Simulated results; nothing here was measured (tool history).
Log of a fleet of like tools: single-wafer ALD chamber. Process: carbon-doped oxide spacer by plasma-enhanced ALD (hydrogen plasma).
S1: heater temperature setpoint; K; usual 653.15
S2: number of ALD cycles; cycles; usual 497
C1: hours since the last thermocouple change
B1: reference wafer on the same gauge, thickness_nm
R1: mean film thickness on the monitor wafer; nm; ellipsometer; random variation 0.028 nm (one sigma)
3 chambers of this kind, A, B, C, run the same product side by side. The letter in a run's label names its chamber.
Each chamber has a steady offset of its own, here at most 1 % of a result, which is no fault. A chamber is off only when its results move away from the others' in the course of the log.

run   hour      S1   S2      C1      B1      R1
 1A    5.0  653.15  497  1076.3  22.495  24.820
 2C   15.5  653.15  497    88.5  22.490  24.984
 3B   22.5  653.15  497   170.3  22.486  25.010
 4B   33.7  653.15  497   181.5  22.477  24.956
 5C   40.3  653.15  497   113.3  22.474  25.024
 6A   45.5  664.15  497  1116.8  22.466  24.740
 7C   56.5  664.15  497   129.5  22.464  24.958
 8A   64.2  664.15  497  1135.5  22.456  24.721
 9B   75.0  653.15  497   222.8  22.455  24.909
10B   83.0  660.15  421   230.8  22.451  21.097
11A   93.0  660.15  421  1164.3  22.439  20.919
12C   98.5  660.15  421   171.5  22.431  21.186
13A  104.0  653.15  497  1175.3  22.432  24.700
14B  109.8  653.15  497   257.6  22.427  24.901
15C  115.2  653.15  537   188.2  22.422  26.931
16B  120.1  653.15  537   267.9  22.426  26.852
17C  129.1  653.15  537   202.1  22.417  26.929
18A  140.0  653.15  497  1211.3  22.405  24.705
19C  148.4  653.15  497   221.4  22.399  24.924
20A  155.9  653.15  497  1227.2  22.403  24.673

Is one chamber off against the others, does the gauge drift, or is nothing wrong? If a chamber is off, say which, and what the likeliest cause is.

The gauge drifts, so all chambers seem to drift together. No chamber is off.
Cause: gauge reads low (%) = 0.477.

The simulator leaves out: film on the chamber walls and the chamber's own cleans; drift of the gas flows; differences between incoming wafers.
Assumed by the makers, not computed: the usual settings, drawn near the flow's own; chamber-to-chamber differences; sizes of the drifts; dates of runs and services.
